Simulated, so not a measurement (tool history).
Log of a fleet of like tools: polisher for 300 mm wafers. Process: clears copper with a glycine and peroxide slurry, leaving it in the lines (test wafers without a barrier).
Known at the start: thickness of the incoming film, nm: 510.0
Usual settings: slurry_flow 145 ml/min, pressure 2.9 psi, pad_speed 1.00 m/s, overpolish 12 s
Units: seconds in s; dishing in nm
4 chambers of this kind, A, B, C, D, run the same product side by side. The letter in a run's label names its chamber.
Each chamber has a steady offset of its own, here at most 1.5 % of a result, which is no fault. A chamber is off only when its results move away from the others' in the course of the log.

| run | hour | slurry_flow | pressure | pad_speed | overpolish | wafers polished on this pad | hours since the slurry nozzle was cleaned | hours since the head pressure was calibrated | seconds | dishing |
|---|---|---|---|---|---|---|---|---|---|---|
| 1C | 4.4 | 145 | 2.9 | 1.00 | 12 | 42 | 118.2 | 149.3 | 89.693 | 46.588 |
| 2D | 10.4 | 145 | 2.9 | 1.00 | 12 | 498 | 407.3 | 229.0 | 93.040 | 46.570 |
|  | 12.0 | chamber A: worn pad replaced by a new one |
|  | 12.4 | chamber B: head pressure recalibrated |
| 3B | 13.9 | 145 | 2.9 | 1.00 | 12 | 772 | 411.5 | 1.6 | 92.186 | 44.612 |
| 4A | 19.5 | 145 | 2.9 | 1.00 | 12 | 67 | 485.9 | 1127.2 | 90.852 | 45.933 |
|  | 23.8 | chamber D: worn pad replaced by a new one |
| 5A | 24.8 | 145 | 2.9 | 1.00 | 12 | 115 | 491.2 | 1132.5 | 92.229 | 45.887 |
| 6B | 30.8 | 145 | 2.9 | 1.00 | 12 | 924 | 428.4 | 18.5 | 93.873 | 46.360 |
| 7D | 33.9 | 145 | 2.9 | 1.00 | 12 | 91 | 430.8 | 252.5 | 94.760 | 45.389 |
| 8C | 37.4 | 145 | 2.9 | 1.00 | 12 | 338 | 151.2 | 182.3 | 91.615 | 45.342 |
| 9A | 41.5 | 145 | 2.9 | 1.00 | 12 | 265 | 507.9 | 1149.2 | 91.819 | 46.562 |
| 10B | 46.8 | 145 | 2.3 | 1.18 | 12 | 1068 | 444.4 | 34.5 | 97.196 | 42.900 |
| 11D | 51.4 | 145 | 2.3 | 1.18 | 12 | 248 | 448.3 | 270.0 | 98.549 | 45.431 |
| 12C | 57.0 | 145 | 2.3 | 1.18 | 12 | 515 | 170.8 | 201.9 | 97.170 | 42.567 |
|  | 62.1 | chamber D: slurry nozzle cleaned |
| 13C | 63.1 | 145 | 2.3 | 1.18 | 12 | 569 | 176.9 | 208.0 | 98.031 | 44.309 |
| 14D | 67.5 | 145 | 2.9 | 1.00 | 12 | 392 | 5.5 | 286.1 | 95.704 | 45.772 |
|  | 68.0 | chamber C: worn pad replaced by a new one |
| 15B | 72.0 | 145 | 2.9 | 1.00 | 12 | 1294 | 469.6 | 59.7 | 92.491 | 46.557 |
|  | 73.8 | chamber A: worn pad replaced by a new one |
| 16A | 76.2 | 145 | 2.9 | 1.00 | 12 | 21 | 542.6 | 1183.9 | 90.693 | 46.632 |
| 17C | 80.4 | 145 | 2.9 | 1.00 | 12 | 111 | 194.2 | 225.3 | 91.597 | 45.395 |
| 18B | 86.5 | 145 | 2.9 | 1.00 | 12 | 1424 | 484.1 | 74.2 | 94.396 | 46.537 |
| 19D | 91.7 | 145 | 2.9 | 1.00 | 12 | 610 | 29.7 | 310.3 | 96.430 | 45.931 |
| 20A | 96.6 | 145 | 2.9 | 1.00 | 12 | 205 | 563.0 | 1204.3 | 93.398 | 46.208 |
|  | 99.4 | chamber B: slurry nozzle cleaned |
|  | 99.7 | chamber B: worn pad replaced by a new one |
| 21C | 100.8 | 145 | 2.9 | 1.00 | 12 | 294 | 214.6 | 245.7 | 92.325 | 45.562 |
| 22B | 103.5 | 145 | 2.9 | 1.00 | 12 | 34 | 4.1 | 91.2 | 92.505 | 45.223 |
|  | 105.4 | chamber D: worn pad replaced by a new one |
| 23A | 106.4 | 145 | 2.9 | 1.00 | 12 | 293 | 572.8 | 1214.1 | 94.106 | 47.301 |
| 24D | 110.9 | 145 | 2.9 | 1.00 | 12 | 49 | 48.9 | 329.5 | 95.681 | 45.519 |
| 25A | 115.6 | 145 | 2.9 | 1.00 | 12 | 375 | 582.0 | 1223.3 | 93.020 | 44.872 |
| 26C | 118.9 | 185 | 2.9 | 1.00 | 12 | 457 | 232.7 | 263.8 | 87.549 | 47.492 |
| 27B | 124.4 | 185 | 2.9 | 1.00 | 12 | 222 | 25.0 | 112.1 | 91.313 | 46.196 |
| 28D | 128.2 | 185 | 2.9 | 1.00 | 12 | 204 | 66.2 | 346.8 | 93.344 | 45.953 |
| 29C | 133.5 | 185 | 2.9 | 1.00 | 12 | 588 | 247.3 | 278.4 | 89.621 | 47.362 |
|  | 135.2 | chamber A: worn pad replaced by a new one |
| 30A | 137.1 | 145 | 2.9 | 1.00 | 12 | 17 | 603.5 | 1244.8 | 92.787 | 46.066 |
|  | 137.6 | chamber C: worn pad replaced by a new one |
| 31B | 140.3 | 145 | 2.9 | 1.00 | 12 | 365 | 40.9 | 128.0 | 92.979 | 45.124 |
| 32D | 144.3 | 145 | 2.9 | 1.00 | 12 | 349 | 82.3 | 362.9 | 99.134 | 44.373 |
| 33C | 150.2 | 125 | 2.2 | 1.00 | 12 | 114 | 264.0 | 295.1 | 118.540 | 36.662 |
| 34D | 154.4 | 125 | 2.2 | 1.00 | 12 | 440 | 92.4 | 373.0 | 128.790 | 34.601 |
| 35B | 158.4 | 125 | 2.2 | 1.00 | 12 | 527 | 59.0 | 146.1 | 119.570 | 36.656 |
| 36A | 164.3 | 125 | 2.2 | 1.00 | 12 | 262 | 630.7 | 1272.0 | 116.720 | 37.747 |
| 37B | 170.2 | 145 | 2.9 | 1.00 | 12 | 633 | 70.8 | 157.9 | 92.241 | 46.370 |
| 38A | 176.1 | 145 | 2.9 | 1.00 | 12 | 368 | 642.5 | 1283.8 | 93.387 | 47.656 |

What goes on in this fleet: one chamber off, a drifting gauge, or nothing beyond the chambers' own small offsets? Name the chamber and the cause, if any.

Chamber D drifts away from the others.
Cause: head's pressure below its setpoint, % = 10.5.
The log may not tell that from: slurry flow missing at the pad, %.

Here are 4 candidates for chamber D's next run, each the usual settings with a change, their results left as question marks. Which one brings its results back in line with what the others give on the usual settings?
In line means no further than this from the other chambers' mean on the usual settings: seconds 3.700 s; dishing 3.000 nm
| 39D-1 | 180.4 | 145 | 3.1 | 1.06 | 12 |  |  |  | ? | ? |
| 39D-2 | 180.4 | 145 | 3.0 | 1.02 | 12 |  |  |  | ? | ? |
| 39D-3 | 180.4 | 145 | 2.7 | 0.94 | 12 |  |  |  | ? | ? |
| 39D-4 | 180.4 | 145 | 2.8 | 0.98 | 12 |  |  |  | ? | ? |

The other chambers' mean on the usual settings: seconds 92.923 s; dishing 46.006 nm
| run | seconds | dishing |
|---|---|---|
| 39D-1 | 93.136 | 46.008 |
| 39D-2 | 98.822 | 43.708 |
| 39D-3 | 115.050 | 38.227 |
| 39D-4 | 108.050 | 40.397 |
39D-1 brings the chamber back in line.
